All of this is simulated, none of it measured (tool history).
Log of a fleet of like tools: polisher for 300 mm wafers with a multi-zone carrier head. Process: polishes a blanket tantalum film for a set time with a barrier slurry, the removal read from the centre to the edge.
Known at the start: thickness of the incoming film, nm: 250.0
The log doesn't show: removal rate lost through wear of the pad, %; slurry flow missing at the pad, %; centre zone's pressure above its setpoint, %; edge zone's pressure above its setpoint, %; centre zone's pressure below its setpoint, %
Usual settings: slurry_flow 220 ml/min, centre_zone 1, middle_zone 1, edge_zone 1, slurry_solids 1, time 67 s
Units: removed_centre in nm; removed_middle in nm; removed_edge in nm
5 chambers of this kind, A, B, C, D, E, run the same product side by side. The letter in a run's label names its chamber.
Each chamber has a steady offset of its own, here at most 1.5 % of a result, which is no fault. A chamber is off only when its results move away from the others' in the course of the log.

run	day	slurry_flow	centre_zone	middle_zone	edge_zone	slurry_solids	time	wafers polished on this pad	hours since the slurry nozzle was cleaned	hours since the centre zone pressure was calibrated	hours since the edge zone pressure was calibrated	removed_centre	removed_middle	removed_edge
# day 0.271: chamber E: worn pad replaced by a new one
1A	0.504	220	1	1	1	1	67	188	437.2	175	221.6	68.258	68.191	68.592
2E	0.796	220	1	1	1	1	67	122	136.6	40	1234.3	67.881	69.06	68.511
3D	1.342	220	1	1	1	1	67	1275	93.6	139.3	343.2	68.964	69.142	70.167
# day 1.496: chamber D: worn pad replaced by a new one
4B	1.846	220	1	1	1	1	67	707	444.9	244.4	430.3	68.659	69.593	67.436
# day 2.05: chamber D: edge zone pressure recalibrated
5C	2.108	220	1	1	1	1	67	526	209.8	887.1	161.8	67.761	68.906	69.498
6E	2.504	220	1	1	1	1	67	518	177.6	81	1275.3	67.651	68.141	68.153
7A	3.054	220	1	1	1	1	67	779	498.4	236.2	282.8	69.183	69.395	68
# day 3.338: chamber E: worn pad replaced by a new one
# day 3.35: chamber E: edge zone pressure recalibrated
8C	3.429	220	1	1	1	1	67	832	241.5	918.8	193.5	67.883	67.294	69.355
9B	3.754	220	1	1	1	1	67	1150	490.7	290.2	476.1	68.459	69.064	69.241
# day 3.875: chamber A: worn pad replaced by a new one
# day 3.879: chamber C: worn pad replaced by a new one
# day 3.967: chamber A: slurry nozzle cleaned
# day 3.992: chamber C: centre zone pressure recalibrated
10D	4.05	220	1	1	1	1	67	593	158.6	204.3	48	68.949	68.365	69.811
11C	4.371	220	1	1	1	1	67	114	264.1	9.1	216.1	65.453	68.721	68.716
12D	4.671	220	1	1	1	1	67	737	173.5	219.2	62.9	68.944	68.901	68.601
# day 4.762: chamber B: worn pad replaced by a new one
13E	4.938	220	1	1	1	1	67	371	236	139.4	38.1	66.846	67.593	69.767
14A	5.454	220	1	1	1	1	67	366	35.7	293.8	340.4	70.147	69.326	68.873
15B	5.712	250	1	1.07	1	1	67	220	537.7	337.2	523.1	69.414	75.778	68.587
16E	6.112	250	1	1.07	1	1	67	643	264.2	167.6	66.3	69.421	73.027	70.269
# day 6.35: chamber E: worn pad replaced by a new one
17C	6.4	250	1	1.07	1	1	67	584	312.8	57.8	264.8	65.898	72.659	69.531
# day 6.483: chamber B: slurry nozzle cleaned
# day 6.788: chamber C: slurry nozzle cleaned
18B	6.946	250	1	1.07	1	1	67	506	11.2	366.8	552.7	70.129	74.781	68.379
# day 7.354: chamber A: worn pad replaced by a new one
19A	7.392	250	1	1.07	1	1	67	8	82.2	340.3	386.9	69.879	73.129	69.77
20D	7.717	220	1	1	1	1	67	1443	246.6	292.3	136	69.445	68.709	69.232
# day 7.746: chamber D: worn pad replaced by a new one
# day 7.846: chamber D: slurry nozzle cleaned
21C	8.267	220	1	1	1	1	67	1017	35.6	102.6	309.6	64.683	68.495	68.863
22A	8.538	220	1	1	1	1	67	274	109.7	367.8	414.4	68.708	69.419	69.033
# day 8.804: chamber E: worn pad replaced by a new one
# day 8.896: chamber C: worn pad replaced by a new one
23D	9.008	220	1	1	1	1	67	292	27.9	323.3	167	69.291	68.802	68.278
24B	9.392	220	1	1	1	1	67	1073	69.9	425.5	611.4	68.172	68.836	67.05
25E	9.65	220	1	1	1	1	67	196	349.1	252.5	151.2	68.152	68.289	69.662
# day 9.912: chamber B: worn pad replaced by a new one
26B	10.096	220	1	1	1.05	0.85	67	42	86.8	442.4	628.3	65.717	65.839	66.793
27E	10.562	220	1	1	1.05	0.85	67	407	371	274.4	173.1	65.013	65.011	67.007
28A	10.958	220	1	1	1.05	0.85	67	836	167.8	425.9	472.5	65.787	64.905	67.025
# day 11.175: chamber C: edge zone pressure recalibrated
29D	11.288	220	1	1	1.05	0.85	67	821	82.6	378	221.7	65.453	66.286	66.939
30C	11.788	220	1	1	1.05	0.85	67	670	120.1	187.1	14.7	60.962	64.392	67.251
31B	12.138	220	1	1	1	1	67	516	135.8	491.4	677.3	68.5	69.073	68.488
32C	12.4	220	1	1	1	1	67	812	134.8	201.8	29.4	64.658	67.549	68.558
33D	12.929	220	1	1	1	1	67	1202	122	417.4	261.1	68.926	69.29	68.348

Is one chamber off against the others, does the gauge drift, or is nothing wrong? If a chamber is off, say which, and what the likeliest cause is.

A service left chamber C off against the others.
Cause: centre zone's pressure below its setpoint, % = 3.84.

Here are 4 candidates for chamber C's next run, each the usual settings with a change, their results left as question marks. Which one brings its results back in line with what the others give on the usual settings?
In line means no further than this from the other chambers' mean on the usual settings: removed_centre 1.8 nm; removed_middle 2.1 nm; removed_edge 2.1 nm
34C-1	13.325	215	0.96	1	1.02	1	67					?	?	?
34C-2	13.325	225	1.08	0.99	0.97	1	68					?	?	?
34C-3	13.325	225	1.04	1	0.98	1	67					?	?	?
34C-4	13.325	215	0.92	1.01	1.03	1	66					?	?	?

The other chambers' mean on the usual settings: removed_centre 68.496 nm; removed_middle 68.691 nm; removed_edge 68.478 nm
run	removed_centre	removed_middle	removed_edge
34C-1	61.926	68.33	69.367
34C-2	71.892	69.087	68.872
34C-3	68.007	68.717	68.216
34C-4	58.234	67.943	68.681
34C-3 brings the chamber back in line.
